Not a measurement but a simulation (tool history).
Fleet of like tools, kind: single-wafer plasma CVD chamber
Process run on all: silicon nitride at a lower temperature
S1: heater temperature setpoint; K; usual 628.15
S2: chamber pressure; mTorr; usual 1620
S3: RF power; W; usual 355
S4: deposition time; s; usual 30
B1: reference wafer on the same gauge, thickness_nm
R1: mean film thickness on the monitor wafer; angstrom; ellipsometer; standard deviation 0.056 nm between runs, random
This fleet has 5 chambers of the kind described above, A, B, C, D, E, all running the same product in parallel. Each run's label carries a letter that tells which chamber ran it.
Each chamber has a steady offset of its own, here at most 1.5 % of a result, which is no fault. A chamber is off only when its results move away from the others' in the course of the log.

run   hour      S1    S2   S3    S4      B1      R1
 1B    3.7  628.15  1620  355    30    40.6  396.72
 2A    6.9  628.15  1620  355    30  40.612  395.23
 3D   12.9  628.15  1620  355    30  40.618  395.71
 4E   16.7  628.15  1620  355    30   40.62  392.39
 5C   21.3  628.15  1620  355    30  40.629  389.22
 6E   27.1  628.15  1620  355    30  40.622  392.58
 7D   32.7  628.15  1620  355    30  40.646  396.22
 8C   36.8  628.15  1620  355    30  40.652  388.67
 9B   41.2  635.15  1620  405    30  40.655  430.45
10A     45  635.15  1620  405    30  40.646  428.05
11D   50.9  635.15  1620  405    30  40.653  428.88
12A   55.8  635.15  1620  405    30  40.676  428.46
13C   59.7  635.15  1620  405    30  40.677  421.75
14E   62.9  622.15  1280  355    30  40.665  368.73
15B     68  622.15  1280  355    30   40.68  372.81
16B   72.7  622.15  1280  355    30  40.691  373.25
17D   77.3  622.15  1280  355    30   40.69  370.73
18A   83.2  622.15  1280  355    30  40.709  371.69
19E   88.6  618.15  1620  355  33.7  40.698  443.46
20C   91.8  618.15  1620  355  33.7  40.721  440.18
21C   95.3  618.15  1620  355  33.7  40.731  439.98
22B   99.6  618.15  1620  355  33.7  40.719  448.56
23E  103.9  618.15  1620  355  33.7  40.731  443.07
24A  107.2  628.15  1620  355    30  40.737  396.47
     108.7  -- chamber D: thermocouple changed; heater temperature recalibrated
25D  110.9  628.15  1620  310    30  40.744  361.93
26C  114.7  628.15  1620  310    30   40.74   357.9
27B  118.9  628.15  1620  310    30  40.772  364.15
28D    124  628.15  1620  310    30  40.754  362.19
29A  127.3  628.15  1620  310    30  40.743  362.85
30E  131.7  637.15  1490  355    30  40.761  383.82
31C  134.7  637.15  1490  355    30  40.771  379.95
32A  140.2  637.15  1490  355    30  40.797  386.49
33D  145.5  637.15  1490  355    30  40.802  386.35
34E  150.5  637.15  1490  355    30  40.786  384.49
35B  153.8  628.15  1620  355    30  40.774  398.54
36C  158.2  628.15  1620  355    30  40.806  390.59
37A    161  628.15  1620  355    30  40.811  396.32
38E  165.6  628.15  1620  355    30  40.802  394.92
39D  168.8  628.15  1620  355    30  40.812  397.23
40B  174.8  628.15  1620  355    30  40.817  398.47
41B  180.4  628.15  1620  355    30  40.814  399.21
42E  183.3  628.15  1620  355    30  40.839  394.55

For the next run the whole fleet of 5 chambers uses the same settings. Give each chamber's results:
43A  187.6  628.15  1620  355  30       ?
43B  187.6  628.15  1620  355  30       ?
43C  187.6  628.15  1620  355  30       ?
43D  187.6  628.15  1620  355  30       ?
43E  187.6  628.15  1620  355  30       ?

run      R1
43A  397.26
43B  399.94
43C  391.53
43D  397.25
43E  394.41
